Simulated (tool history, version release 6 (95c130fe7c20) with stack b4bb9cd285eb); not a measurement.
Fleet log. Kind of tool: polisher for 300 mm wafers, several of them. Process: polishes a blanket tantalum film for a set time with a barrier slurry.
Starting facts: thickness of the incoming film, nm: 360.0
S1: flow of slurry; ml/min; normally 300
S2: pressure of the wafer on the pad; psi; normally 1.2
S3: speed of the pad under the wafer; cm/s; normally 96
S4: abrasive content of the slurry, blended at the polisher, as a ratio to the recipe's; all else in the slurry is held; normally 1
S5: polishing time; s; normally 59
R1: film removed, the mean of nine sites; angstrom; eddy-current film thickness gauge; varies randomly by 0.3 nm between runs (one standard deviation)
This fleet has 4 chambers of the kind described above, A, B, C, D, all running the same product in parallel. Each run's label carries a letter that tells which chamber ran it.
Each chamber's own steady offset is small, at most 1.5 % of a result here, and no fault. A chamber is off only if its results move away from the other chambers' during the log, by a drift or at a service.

run,day,S1,S2,S3,S4,S5,R1
1C,0.208,300,1.2,96,1,59,503.23
# day 0.292: chamber C: slurry nozzle cleaned
2D,0.488,300,1.2,96,1,59,500.02
# day 0.775: chamber C: slurry blender recalibrated
3A,0.788,300,1.2,96,1,59,495.91
# day 1.150: chamber A: worn pad replaced by a new one
4B,1.150,300,1.2,96,1,59,489.49
5B,1.558,300,1.2,96,1,59,496.04
6D,1.938,300,1.2,72,1,69,431.14
7C,2.258,300,1.2,72,1,69,440.24
# day 2.388: chamber C: worn pad replaced by a new one
# day 2.579: chamber D: worn pad replaced by a new one
8A,2.658,300,1.2,72,1,69,434.49
9A,3.067,300,1.2,72,1,69,435.47
10B,3.375,300,1.2,96,1,59,495.45
11C,3.608,300,1.2,96,1,59,503.30
12D,3.825,300,1.2,96,1,59,498.06
13A,4.121,385,1.2,96,1,50,425.22
14C,4.375,385,1.2,96,1,50,436.95
# day 4.388: chamber B: worn pad replaced by a new one
# day 4.708: chamber D: slurry blender recalibrated
15B,4.729,385,1.2,96,1,50,432.95
16D,5.004,385,1.2,96,1,50,428.52
# day 5.183: chamber A: worn pad replaced by a new one
17C,5.188,300,1.2,116,1,59,618.12
18B,5.421,300,1.2,116,1,59,600.85
# day 5.462: chamber D: worn pad replaced by a new one
# day 5.533: chamber C: slurry blender recalibrated
19D,5.675,300,1.2,116,1,59,607.55
# day 5.996: chamber B: slurry blender recalibrated
20A,6.058,300,1.2,116,1,59,587.99
21B,6.283,300,1.2,96,1,59,495.19
22A,6.629,300,1.2,96,1,59,479.26
23D,6.933,300,1.1,112,1,59,533.03
24C,7.204,300,1.1,112,1,59,542.62
25A,7.479,300,1.1,112,1,59,515.71
26D,7.729,300,1.1,112,1,59,530.67
# day 8.108: chamber D: worn pad replaced by a new one
27C,8.108,300,1.2,96,1,59,504.19
# day 8.146: chamber B: head pressure recalibrated
28B,8.408,300,0.8,96,1,59,329.96
# day 8.575: chamber C: worn pad replaced by a new one
29D,8.583,300,0.8,96,1,59,330.62
30C,8.954,300,0.8,96,1,59,332.36
# day 9.083: chamber B: worn pad replaced by a new one
31A,9.154,300,0.8,96,1,59,316.67
32B,9.533,300,1.2,96,1,59,498.24

Has any chamber moved away from the others, gradually or after a service, or does the common gauge drift, or do the chambers differ only by their own small steady offsets? State the chamber and the most likely cause if one applies.

One chamber, A, drifts off from the rest bit by bit.
Cause: abrasive missing from the slurry, % = 16.
It could be hard to tell apart here from: slurry flow missing at the pad, %; head's pressure below its setpoint, %.

Chamber A could run next with any of the 4 candidate recipes listed below; each alters the usual settings, and their results appear as question marks. Which one brings its results back in line with what the other chambers deliver on the usual settings?
In-line tolerance around the mean of the other chambers on the usual settings: R1 11.00 angstrom
33A-1,9.825,285,1.2,96,0.85,59,?
33A-2,9.825,300,1.2,96,0.75,59,?
33A-3,9.825,300,1.2,106,1.00,59,?
33A-4,9.825,300,1.2,98,1.00,61,?

The mean the other chambers reach with the usual settings: R1 498.10 angstrom
run,R1
33A-1,444.60
33A-2,425.89
33A-3,522.15
33A-4,498.86
Change 33A-4 lands the chamber within the allowed miss of the other chambers.

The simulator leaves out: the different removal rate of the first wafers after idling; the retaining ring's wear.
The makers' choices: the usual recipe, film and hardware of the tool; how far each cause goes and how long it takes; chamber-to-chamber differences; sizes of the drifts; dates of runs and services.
